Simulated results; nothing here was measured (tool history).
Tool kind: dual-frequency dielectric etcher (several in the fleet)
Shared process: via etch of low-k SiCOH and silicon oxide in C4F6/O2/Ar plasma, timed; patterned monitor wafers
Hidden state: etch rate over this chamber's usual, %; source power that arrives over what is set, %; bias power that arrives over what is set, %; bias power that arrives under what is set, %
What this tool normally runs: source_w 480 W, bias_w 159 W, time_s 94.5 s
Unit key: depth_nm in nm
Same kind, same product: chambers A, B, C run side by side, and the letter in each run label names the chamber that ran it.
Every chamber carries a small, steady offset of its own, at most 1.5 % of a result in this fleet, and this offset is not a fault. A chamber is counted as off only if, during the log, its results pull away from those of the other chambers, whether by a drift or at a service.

run,day,source_w,bias_w,time_s,hours since the last wet clean,hours since the last source power generator calibration,hours since the last bias power generator calibration,"read-back reference wafer on the same gauge, depth_nm",depth_nm
1C,0.467,480,159,94.5,270.5,3822.4,384.9,293.94,274.16
2B,1.062,480,159,94.5,359.8,4113.6,103.3,294.23,270.53
3A,1.475,480,159,94.5,378.1,2505.3,1198.7,294.23,270.12
4A,1.842,480,159,94.5,386.9,2514.1,1207.5,294.25,271.07
5B,2.212,480,159,94.5,387.4,4141.2,130.9,294.16,270.06
6C,2.558,480,159,94.5,320.7,3872.6,435.1,294.18,274.83
7C,2.979,480,171,94.5,330.8,3882.7,445.2,294.41,280.73
8A,3.504,480,171,94.5,426.8,2554.0,1247.4,294.37,276.52
# day 3.700: chamber A: wet clean of the chamber
9B,4.179,480,171,94.5,434.6,4188.4,178.1,294.38,277.33
10B,4.608,480,159,94.5,444.9,4198.7,188.4,294.40,270.18
11C,5.150,480,159,94.5,382.9,3934.8,497.3,294.51,274.75
12A,5.558,480,133,94.5,44.6,2603.3,1296.7,294.70,256.78
13B,5.958,480,133,94.5,477.3,4231.1,220.8,294.65,257.04
14C,6.279,480,133,94.5,410.0,3961.9,524.4,294.61,260.13
15A,6.621,480,143,94.5,70.1,2628.8,1322.2,294.67,262.93
16C,7.150,480,143,94.5,430.9,3982.8,545.3,294.77,266.08
17A,7.683,480,143,94.5,95.6,2654.3,1347.7,294.76,262.80
18B,8.308,480,159,94.5,533.7,4287.5,277.2,294.73,271.22
19B,8.683,480,159,94.5,542.7,4296.5,286.2,294.92,270.73
20C,9.092,480,159,94.5,477.5,4029.4,591.9,294.95,274.82
21A,9.517,560,159,115.5,139.6,2698.3,1391.7,294.98,351.98
22B,9.817,560,159,115.5,569.9,4323.7,313.4,295.01,352.90
23C,10.417,560,159,115.5,509.3,4061.2,623.7,295.02,357.05
24A,10.767,480,159,94.5,169.6,2728.3,1421.7,295.20,270.83
25A,11.421,370,159,76.5,185.3,2744.0,1437.4,295.14,198.94
# day 11.767: chamber B: wet clean of the chamber
26C,12.096,370,159,76.5,549.6,4101.5,664.0,295.23,200.74
27B,12.438,370,159,76.5,16.1,4386.6,376.3,295.18,198.29
28B,13.054,480,159,94.5,30.9,4401.4,391.1,295.31,271.79
29C,13.433,480,159,94.5,581.7,4133.6,696.1,295.37,275.68
30A,13.938,360,159,79.0,245.7,2804.4,1497.8,295.40,203.51
31A,14.425,360,159,79.0,257.4,2816.1,1509.5,295.38,203.50
32C,14.746,360,159,79.0,613.2,4165.1,727.6,295.33,205.07
33B,15.158,410,159,94.5,81.4,4451.9,441.6,295.61,254.82
# day 15.217: chamber C: wet clean of the chamber
34A,15.612,410,159,94.5,285.9,2844.6,1538.0,295.70,255.81
35B,16.112,410,159,94.5,104.3,4474.8,464.5,295.65,255.67
36C,16.554,480,159,94.5,32.2,4208.5,771.0,295.77,275.48
37B,16.938,480,159,94.5,124.1,4494.6,484.3,295.67,272.14
38A,17.483,480,159,94.5,330.8,2889.5,1582.9,295.87,271.84
39C,17.988,480,159,94.5,66.6,4242.9,805.4,295.78,274.86
40A,18.350,480,159,94.5,351.6,2910.3,1603.7,295.86,272.94
41C,18.654,480,175,94.5,82.6,4258.9,821.4,295.90,283.35
42B,19.225,480,175,94.5,179.0,4549.5,539.2,296.01,280.72
43B,19.792,480,175,94.5,192.6,4563.1,552.8,295.98,280.91
44C,20.279,480,159,94.5,121.6,4297.9,860.4,296.02,276.70

Is one chamber out of step, is the gauge drifting, or do the chambers differ by no more than their own small offsets? For an off chamber, give its letter and the likeliest cause.

The gauge drifts, so all chambers seem to drift together. No chamber is off.
Cause: gauge reads high (%) = 0.704.
